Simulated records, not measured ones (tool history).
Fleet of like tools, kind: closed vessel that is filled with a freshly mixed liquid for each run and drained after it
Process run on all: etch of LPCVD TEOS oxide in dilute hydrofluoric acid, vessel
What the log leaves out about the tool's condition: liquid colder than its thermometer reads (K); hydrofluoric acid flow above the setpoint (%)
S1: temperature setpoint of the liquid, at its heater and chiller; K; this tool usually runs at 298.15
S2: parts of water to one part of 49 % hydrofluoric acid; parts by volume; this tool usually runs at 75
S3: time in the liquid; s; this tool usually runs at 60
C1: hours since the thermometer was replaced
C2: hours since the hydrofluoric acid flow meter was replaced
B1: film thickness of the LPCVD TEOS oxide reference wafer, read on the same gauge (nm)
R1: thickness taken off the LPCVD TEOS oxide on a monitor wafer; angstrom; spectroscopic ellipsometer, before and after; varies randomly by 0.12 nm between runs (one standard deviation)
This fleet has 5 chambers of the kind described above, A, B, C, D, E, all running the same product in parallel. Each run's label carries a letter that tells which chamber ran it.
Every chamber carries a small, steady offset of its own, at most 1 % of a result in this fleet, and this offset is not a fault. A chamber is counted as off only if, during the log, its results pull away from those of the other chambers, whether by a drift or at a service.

run,hour,S1,S2,S3,C1,C2,B1,R1
1A,6.9,298.15,75,60,1127.6,545.6,99.999,322.54
2E,11.4,298.15,75,60,1896.3,1284.8,99.98,324.85
3C,15.4,298.15,75,60,725.2,109.3,100.01,323.38
4B,23.5,298.15,75,60,335.3,743.7,100.02,323.98
5D,27.7,298.15,75,60,697.5,639.5,100.02,324.36
6B,31.8,298.15,75,60,343.6,752,100.03,323.6
# hour 35: chamber D: thermometer replaced
7E,36,298.15,75,60,1920.9,1309.4,100.01,322.58
8A,44.4,298.15,75,60,1165.1,583.1,99.997,322.05
9C,48.4,298.15,75,60,758.2,142.3,100.01,326.36
10D,52.9,298.15,75,60,18,664.7,99.98,324.95
11E,61.1,298.15,75,60,1946,1334.5,99.996,323.46
12C,68.1,298.15,75,60,777.9,162,100,327.91
13A,75.8,298.15,75,60,1196.5,614.5,100,319.41
14D,82,298.15,75,60,47.1,693.8,99.989,323.98
15B,90.5,298.15,75,60,402.3,810.7,99.999,323.11
16C,96.6,298.15,75,60,806.4,190.5,100.02,326.15
17E,102.9,298.15,75,60,1987.8,1376.3,100.01,323.97
18A,109.8,298.15,75,80,1230.5,648.5,99.998,421.82
19B,118.1,298.15,75,80,429.9,838.3,99.988,429.8
20D,123.1,298.15,75,80,88.2,734.9,100,430.67
21C,128,298.15,75,80,837.8,221.9,100.01,434.28
22D,135.1,298.15,75,80,100.2,746.9,100.01,435.01
23E,140.4,298.15,75,60,2025.3,1413.8,100.01,321.55
24A,149.3,298.15,75,60,1270,688,99.994,314.96
25B,153.2,298.15,75,60,465,873.4,100.02,320.48
26E,159.4,298.15,75,60,2044.3,1432.8,100,323.07
27B,166.7,298.15,75,60,478.5,886.9,99.999,322.48
28A,171.3,298.15,75,60,1292,710,100,312.11
29C,180,298.15,75,45,889.8,273.9,99.996,243.28
30D,184.8,298.15,75,45,149.9,796.6,99.999,244.02
31D,192.5,298.15,75,45,157.6,804.3,99.995,244.73
32A,198.8,298.15,75,45,1319.5,737.5,100.04,232.93

Which is it: a chamber that has drifted or been left off by a service, a gauge drift common to all chambers, or only each chamber's usual small offset? If a chamber is off, name it and its likeliest cause.

Chamber A drifts away from the others.
What lies behind it: liquid colder than its thermometer reads (K) = 1.09.
It could be hard to tell apart here from: hydrofluoric acid flow below the setpoint (%).

Below are 4 candidate recipes for chamber A's next run, each the usual settings with a change, their results shown as question marks. Which of them brings A's results back in line with what the other chambers give on the usual settings?
In-line tolerance around the mean of the other chambers on the usual settings: R1 4.3 angstrom
33A-1,205.2,299.15,75,60,,,,?
33A-2,205.2,297.65,80,60,,,,?
33A-3,205.2,300.65,75,60,,,,?
33A-4,205.2,297.15,75,60,,,,?

What the other chambers average on the usual settings: R1 324.19 angstrom
run,R1
33A-1,322.07
33A-2,282.44
33A-3,341.61
33A-4,297.43
33A-1 brings the chamber back in line.

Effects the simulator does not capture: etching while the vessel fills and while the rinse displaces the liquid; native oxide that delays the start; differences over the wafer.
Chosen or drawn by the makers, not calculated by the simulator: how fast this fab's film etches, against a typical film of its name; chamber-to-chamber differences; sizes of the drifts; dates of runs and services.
